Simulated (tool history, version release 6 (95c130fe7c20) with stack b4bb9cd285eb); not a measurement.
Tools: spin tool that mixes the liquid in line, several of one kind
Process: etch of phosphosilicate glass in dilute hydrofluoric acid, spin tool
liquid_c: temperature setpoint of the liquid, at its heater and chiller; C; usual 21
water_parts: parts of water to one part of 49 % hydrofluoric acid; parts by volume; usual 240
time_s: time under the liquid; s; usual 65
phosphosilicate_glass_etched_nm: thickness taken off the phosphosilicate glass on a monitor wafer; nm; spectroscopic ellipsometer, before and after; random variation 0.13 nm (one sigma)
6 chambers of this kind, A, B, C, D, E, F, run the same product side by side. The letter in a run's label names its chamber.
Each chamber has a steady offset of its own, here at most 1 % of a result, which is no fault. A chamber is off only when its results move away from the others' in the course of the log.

| run | hour | liquid_c | water_parts | time_s | hours since the thermometer was replaced | hours since the hydrofluoric acid flow meter was replaced | read-back film thickness of the phosphosilicate glass reference wafer, read on the same gauge (nm) | phosphosilicate_glass_etched_nm |
|---|---|---|---|---|---|---|---|---|
| 1A | 8.5 | 21 | 240 | 65 | 950.3 | 1051.1 | 30.024 | 26.2030 |
| 2E | 16.6 | 21 | 240 | 65 | 1141.0 | 310.3 | 29.959 | 26.5300 |
| 3B | 26.3 | 21 | 240 | 65 | 692.4 | 724.8 | 30.022 | 26.1590 |
| 4D | 35.3 | 21 | 240 | 65 | 854.3 | 54.1 | 30.071 | 26.2000 |
| 5C | 44.6 | 21 | 240 | 65 | 2304.6 | 385.9 | 30.007 | 26.1870 |
| 6F | 52.1 | 21 | 240 | 65 | 1502.7 | 1333.1 | 30.031 | 25.9780 |
| 7A | 57.7 | 21 | 240 | 65 | 999.5 | 1100.3 | 29.978 | 26.5380 |
| 8E | 65.9 | 21 | 240 | 65 | 1190.3 | 359.6 | 30.080 | 26.3430 |
| 9C | 77.5 | 21 | 190 | 35 | 2337.5 | 418.8 | 29.941 | 18.9050 |
| 10F | 83.3 | 21 | 190 | 35 | 1533.9 | 1364.3 | 30.008 | 18.4140 |
| 11D | 92.4 | 21 | 190 | 35 | 911.4 | 111.2 | 30.027 | 18.7460 |
| 12B | 101.9 | 21 | 190 | 35 | 768.0 | 800.4 | 30.075 | 18.8280 |
| 13C | 108.8 | 21 | 190 | 35 | 2368.8 | 450.1 | 30.037 | 18.8740 |
| 14A | 118.0 | 21 | 190 | 35 | 1059.8 | 1160.6 | 30.024 | 18.7870 |
| 15E | 125.1 | 21 | 240 | 65 | 1249.5 | 418.8 | 30.016 | 25.9200 |
| 16F | 135.0 | 21 | 240 | 65 | 1585.6 | 1416.0 | 30.043 | 25.9560 |
| 17D | 145.4 | 21 | 240 | 65 | 964.4 | 164.2 | 30.004 | 26.0600 |
| 18B | 156.7 | 21 | 240 | 65 | 822.8 | 855.2 | 29.989 | 26.2230 |
| 19B | 169.2 | 21 | 240 | 65 | 835.3 | 867.7 | 29.989 | 26.3700 |
|  | 178.6 | chamber F: hydrofluoric acid flow meter replaced |
| 20D | 180.7 | 21 | 240 | 65 | 999.7 | 199.5 | 29.965 | 26.1020 |
| 21A | 186.2 | 21 | 240 | 65 | 1128.0 | 1228.8 | 29.983 | 26.1080 |
|  | 187.0 | chamber A: thermometer replaced |
| 22C | 197.0 | 21 | 240 | 65 | 2457.0 | 538.3 | 29.994 | 26.2270 |
|  | 199.4 | chamber B: hydrofluoric acid flow meter replaced |
| 23F | 209.0 | 21 | 315 | 30 | 1659.6 | 30.4 | 29.979 | 8.5504 |
| 24E | 217.9 | 21 | 315 | 30 | 1342.3 | 511.6 | 29.985 | 8.6500 |
| 25A | 230.0 | 21 | 315 | 30 | 43.0 | 1272.6 | 30.045 | 8.6896 |
|  | 231.8 | chamber E: hydrofluoric acid flow meter replaced |
| 26D | 241.5 | 21 | 315 | 30 | 1060.5 | 260.3 | 29.983 | 8.4520 |
| 27F | 253.9 | 21 | 315 | 30 | 1704.5 | 75.3 | 30.023 | 8.5872 |
| 28E | 265.4 | 21 | 315 | 30 | 1389.8 | 33.7 | 30.018 | 8.5695 |
| 29B | 272.9 | 21 | 240 | 65 | 939.0 | 73.5 | 29.996 | 25.9160 |
|  | 278.1 | chamber A: hydrofluoric acid flow meter replaced |
| 30C | 285.4 | 21 | 165 | 65 | 2545.4 | 626.7 | 30.010 | 41.4560 |
| 31F | 298.1 | 21 | 165 | 65 | 1748.7 | 119.5 | 30.051 | 40.9630 |
| 32A | 308.9 | 21 | 165 | 65 | 121.9 | 30.8 | 30.003 | 41.3050 |
| 33B | 321.3 | 21 | 165 | 65 | 987.4 | 121.9 | 30.025 | 40.9900 |
| 34C | 331.0 | 21 | 165 | 65 | 2591.0 | 672.3 | 30.037 | 41.5000 |
| 35D | 337.8 | 21 | 165 | 65 | 1156.8 | 356.6 | 30.063 | 40.9210 |
| 36E | 345.3 | 21 | 335 | 65 | 1469.7 | 113.6 | 30.021 | 17.3120 |
| 37D | 355.5 | 21 | 335 | 65 | 1174.5 | 374.3 | 30.001 | 17.0440 |
| 38B | 364.6 | 21 | 335 | 65 | 1030.7 | 165.2 | 29.976 | 17.0850 |
| 39C | 374.8 | 21 | 335 | 65 | 2634.8 | 716.1 | 29.986 | 17.0120 |
|  | 380.7 | chamber C: thermometer replaced |
| 40F | 383.5 | 21 | 335 | 65 | 1834.1 | 204.9 | 30.015 | 17.1010 |
| 41A | 391.7 | 21 | 335 | 65 | 204.7 | 113.6 | 30.015 | 17.2480 |
| 42E | 399.4 | 21 | 240 | 65 | 1523.8 | 167.7 | 29.975 | 26.1670 |
| 43E | 405.2 | 21 | 155 | 65 | 1529.6 | 173.5 | 29.964 | 43.3190 |
| 44C | 411.0 | 21 | 155 | 65 | 30.3 | 752.3 | 29.999 | 44.8560 |

Next, every chamber runs the same settings. What will each give?
| 45A | 420.2 | 21 | 240 | 65 |  |  |  | ? |
| 45B | 420.2 | 21 | 240 | 65 |  |  |  | ? |
| 45C | 420.2 | 21 | 240 | 65 |  |  |  | ? |
| 45D | 420.2 | 21 | 240 | 65 |  |  |  | ? |
| 45E | 420.2 | 21 | 240 | 65 |  |  |  | ? |
| 45F | 420.2 | 21 | 240 | 65 |  |  |  | ? |

| run | phosphosilicate_glass_etched_nm |
|---|---|
| 45A | 26.0830 |
| 45B | 26.1860 |
| 45C | 26.3440 |
| 45D | 25.9370 |
| 45E | 26.0940 |
| 45F | 25.9810 |
